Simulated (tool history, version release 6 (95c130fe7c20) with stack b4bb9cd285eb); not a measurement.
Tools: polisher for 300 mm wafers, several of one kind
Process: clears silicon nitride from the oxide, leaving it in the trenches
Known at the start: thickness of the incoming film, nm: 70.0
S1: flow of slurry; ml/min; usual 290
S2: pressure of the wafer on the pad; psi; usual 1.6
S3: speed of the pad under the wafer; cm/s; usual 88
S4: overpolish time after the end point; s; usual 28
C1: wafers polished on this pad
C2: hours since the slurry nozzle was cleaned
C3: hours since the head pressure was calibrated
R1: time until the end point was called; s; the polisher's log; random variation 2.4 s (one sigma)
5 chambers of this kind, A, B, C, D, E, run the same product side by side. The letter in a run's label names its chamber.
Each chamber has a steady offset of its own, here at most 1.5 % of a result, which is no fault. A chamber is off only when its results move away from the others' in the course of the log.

| run | hour | S1 | S2 | S3 | S4 | C1 | C2 | C3 | R1 |
|---|---|---|---|---|---|---|---|---|---|
| 1C | 7.5 | 290 | 1.6 | 88 | 28 | 242 | 167.3 | 201.9 | 186.26 |
| 2A | 12.0 | 290 | 1.6 | 88 | 28 | 493 | 397.1 | 414.5 | 181.57 |
| 3B | 17.1 | 290 | 1.6 | 88 | 28 | 420 | 378.9 | 588.3 | 181.51 |
| 4D | 23.1 | 290 | 1.6 | 88 | 28 | 353 | 164.2 | 27.7 | 179.83 |
|  | 26.3 | chamber E: head pressure recalibrated |
| 5E | 26.8 | 290 | 1.6 | 88 | 28 | 283 | 227.8 | 0.6 | 178.86 |
| 6A | 32.8 | 290 | 1.6 | 88 | 28 | 592 | 417.9 | 435.3 | 182.03 |
| 7C | 40.4 | 290 | 1.6 | 88 | 28 | 398 | 200.2 | 234.8 | 185.78 |
| 8B | 45.2 | 205 | 1.6 | 78 | 28 | 554 | 407.0 | 616.4 | 216.02 |
| 9E | 50.0 | 205 | 1.6 | 78 | 28 | 393 | 251.0 | 23.8 | 217.54 |
|  | 50.6 | chamber B: head pressure recalibrated |
| 10D | 56.4 | 205 | 1.6 | 78 | 28 | 512 | 197.5 | 61.0 | 210.69 |
| 11A | 61.9 | 205 | 1.6 | 78 | 28 | 730 | 447.0 | 464.4 | 211.34 |
|  | 66.4 | chamber A: worn pad replaced by a new one |
| 12E | 68.7 | 205 | 1.6 | 78 | 28 | 482 | 269.7 | 42.5 | 212.19 |
| 13B | 74.1 | 290 | 1.6 | 88 | 28 | 691 | 435.9 | 23.5 | 183.80 |
| 14D | 81.9 | 290 | 1.6 | 88 | 28 | 633 | 223.0 | 86.5 | 180.27 |
| 15C | 85.6 | 290 | 1.6 | 88 | 28 | 613 | 245.4 | 280.0 | 185.68 |
| 16B | 91.3 | 290 | 1.6 | 88 | 28 | 772 | 453.1 | 40.7 | 180.56 |
| 17A | 97.6 | 290 | 1.6 | 88 | 28 | 148 | 482.7 | 500.1 | 183.81 |
| 18D | 101.8 | 290 | 1.6 | 88 | 28 | 727 | 242.9 | 106.4 | 181.94 |
| 19C | 105.5 | 290 | 1.6 | 88 | 28 | 707 | 265.3 | 299.9 | 190.54 |
| 20E | 112.0 | 290 | 1.6 | 88 | 28 | 687 | 313.0 | 85.8 | 184.19 |
| 21C | 116.8 | 290 | 1.6 | 60 | 34 | 761 | 276.6 | 311.2 | 276.89 |
| 22E | 123.1 | 290 | 1.6 | 60 | 34 | 740 | 324.1 | 96.9 | 272.71 |
|  | 128.3 | chamber D: worn pad replaced by a new one |
| 23B | 130.8 | 290 | 1.6 | 60 | 34 | 960 | 492.6 | 80.2 | 269.93 |
| 24D | 137.3 | 290 | 1.6 | 60 | 34 | 43 | 278.4 | 141.9 | 267.13 |
|  | 141.7 | chamber E: worn pad replaced by a new one |
|  | 143.5 | chamber B: worn pad replaced by a new one |
| 25A | 144.5 | 290 | 1.6 | 60 | 34 | 370 | 529.6 | 547.0 | 265.63 |
| 26B | 149.7 | 290 | 1.6 | 88 | 28 | 29 | 511.5 | 99.1 | 183.75 |
| 27C | 156.6 | 290 | 1.6 | 88 | 28 | 950 | 316.4 | 351.0 | 195.47 |
| 28A | 164.1 | 290 | 1.6 | 88 | 28 | 464 | 549.2 | 566.6 | 182.14 |
| 29E | 169.2 | 290 | 1.6 | 88 | 28 | 131 | 370.2 | 143.0 | 184.12 |
| 30D | 176.3 | 290 | 1.6 | 88 | 28 | 228 | 317.4 | 180.9 | 182.54 |
| 31C | 183.2 | 290 | 1.1 | 88 | 28 | 1076 | 343.0 | 377.6 | 301.48 |

All 5 chambers run these settings next. Forecast each chamber's results:
| 32A | 188.9 | 290 | 1.6 | 88 | 28 |  |  |  | ? |
| 32B | 188.9 | 290 | 1.6 | 88 | 28 |  |  |  | ? |
| 32C | 188.9 | 290 | 1.6 | 88 | 28 |  |  |  | ? |
| 32D | 188.9 | 290 | 1.6 | 88 | 28 |  |  |  | ? |
| 32E | 188.9 | 290 | 1.6 | 88 | 28 |  |  |  | ? |

| run | R1 |
|---|---|
| 32A | 181.64 |
| 32B | 184.16 |
| 32C | 207.22 |
| 32D | 179.44 |
| 32E | 176.53 |
